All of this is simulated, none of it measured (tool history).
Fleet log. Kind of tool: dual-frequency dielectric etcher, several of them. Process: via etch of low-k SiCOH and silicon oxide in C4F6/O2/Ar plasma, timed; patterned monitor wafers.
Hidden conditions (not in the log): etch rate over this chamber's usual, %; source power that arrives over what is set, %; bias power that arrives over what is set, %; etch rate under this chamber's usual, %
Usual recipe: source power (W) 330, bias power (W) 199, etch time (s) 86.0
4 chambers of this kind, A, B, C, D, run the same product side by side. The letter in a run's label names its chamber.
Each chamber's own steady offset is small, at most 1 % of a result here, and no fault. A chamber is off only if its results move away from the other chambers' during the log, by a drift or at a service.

run   hour  source power (W)  bias power (W)  etch time (s)  hours since the last wet clean  hours since the last source power generator calibration  hours since the last bias power generator calibration  read-back reference wafer on the same gauge, depth_nm  mean etch depth across the wafer (angstrom)
 1A    9.1               330             199           86.0                           239.5                                                   1977.4                                                 3299.2                                                 185.19                                       2332.8
 2B   19.2               330             199           86.0                           367.4                                                   3265.7                                                 3799.3                                                 185.11                                       2325.6
 3C   30.3               330             199           86.0                           316.9                                                    852.7                                                 1885.2                                                 185.01                                       2292.9
 4D   38.9               330             199           86.0                           272.2                                                    867.8                                                 4331.2                                                 184.75                                       2316.0
 5D   46.4               330             199           86.0                           279.7                                                    875.3                                                 4338.7                                                 185.02                                       2316.0
 6C   58.7               330             199           86.0                           345.3                                                    881.1                                                 1913.6                                                 185.13                                       2324.8
 7A   64.9               330             199           86.0                           295.3                                                   2033.2                                                 3355.0                                                 184.99                                       2331.0
 8B   75.4               330             199           86.0                           423.6                                                   3321.9                                                 3855.5                                                 185.16                                       2317.7
      76.4  -- chamber B: bias power generator calibrated
 9A   81.9               330             199           86.0                           312.3                                                   2050.2                                                 3372.0                                                 184.93                                       2310.7
      84.5  -- chamber B: source power generator calibrated
10D   89.3               330             199           86.0                           322.6                                                    918.2                                                 4381.6                                                 184.91                                       2327.2
11C  102.3               330             199           86.0                           388.9                                                    924.7                                                 1957.2                                                 184.97                                       2285.5
12B  109.1               330             199           86.0                           457.3                                                     24.6                                                   32.8                                                 185.18                                       2321.6
13A  122.2               330             199           86.0                           352.6                                                   2090.5                                                 3412.3                                                 184.96                                       2328.9
14D  129.8               330             199           86.0                           363.1                                                    958.7                                                 4422.1                                                 185.00                                       2305.9
15C  143.5               330             199           86.0                           430.1                                                    965.9                                                 1998.4                                                 185.20                                       2279.7
16B  150.0               330             199           86.0                           498.2                                                     65.5                                                   73.7                                                 184.88                                       2282.0
17C  159.6               330             199           86.0                           446.2                                                    982.0                                                 2014.5                                                 185.25                                       2272.8
     160.3  -- chamber C: wet clean of the chamber
     167.0  -- chamber A: source power generator calibrated
18A  173.5               330             199           86.0                           403.9                                                      6.6                                                 3463.6                                                 184.92                                       2337.4
19D  183.0               330             199           86.0                           416.3                                                   1011.9                                                 4475.3                                                 185.09                                       2323.4
20B  196.5               260             159           86.0                           544.7                                                    112.0                                                  120.2                                                 184.84                                       1944.1
21B  209.5               260             159           86.0                           557.7                                                    125.0                                                  133.2                                                 184.95                                       1918.7
22C  217.7               260             159           86.0                            57.4                                                   1040.1                                                 2072.6                                                 184.75                                       1961.8
23A  226.5               260             159           86.0                           456.9                                                     59.6                                                 3516.6                                                 185.19                                       1954.0
24D  236.2               330             199           86.0                           469.5                                                   1065.1                                                 4528.5                                                 185.09                                       2324.9
25D  249.2               330             199           86.0                           482.5                                                   1078.1                                                 4541.5                                                 184.86                                       2326.5
26B  255.9               330             199           86.0                           604.1                                                    171.4                                                  179.6                                                 184.89                                       2249.4
27A  269.9               290             199           63.5                           500.3                                                    103.0                                                 3560.0                                                 184.98                                       1651.3
     271.8  -- chamber D: wet clean of the chamber
28C  281.5               290             199           63.5                           121.2                                                   1103.9                                                 2136.4                                                 185.12                                       1607.3
29B  291.4               290             199           63.5                           639.6                                                    206.9                                                  215.1                                                 184.93                                       1583.0
30D  304.4               290             199           63.5                            32.6                                                   1133.3                                                 4596.7                                                 184.97                                       1641.6
31C  312.3               330             199           86.0                           152.0                                                   1134.7                                                 2167.2                                                 184.92                                       2287.5

What goes on in this fleet: one chamber off, a drifting gauge, or nothing beyond the chambers' own small offsets? Name the chamber and the cause, if any.

One chamber, B, drifts off from the rest bit by bit.
Likeliest cause: etch rate under this chamber's usual, % = 4.09.

Below are 4 candidate recipes for chamber B's next run, each the usual settings with a change, their results shown as question marks. Which of them brings B's results back in line with what the other chambers give on the usual settings?
Allowed miss from the other chambers' usual-settings mean, per result, to count as in line: mean etch depth across the wafer (angstrom) 39.0
32B-1  322.5               330             196           81.0                                                                                                                                                                                                                                                   ?
32B-2  322.5               330             197           83.0                                                                                                                                                                                                                                                   ?
32B-3  322.5               330             199           92.0                                                                                                                                                                                                                                                   ?
32B-4  322.5               330             201           89.0                                                                                                                                                                                                                                                   ?

Other chambers, usual settings, mean: mean etch depth across the wafer (angstrom) 2314.9
  run  mean etch depth across the wafer (angstrom)
32B-1                                       2094.4
32B-2                                       2149.7
32B-3                                       2390.6
32B-4                                       2320.2
With 32B-4, the chamber falls back in line with the rest.
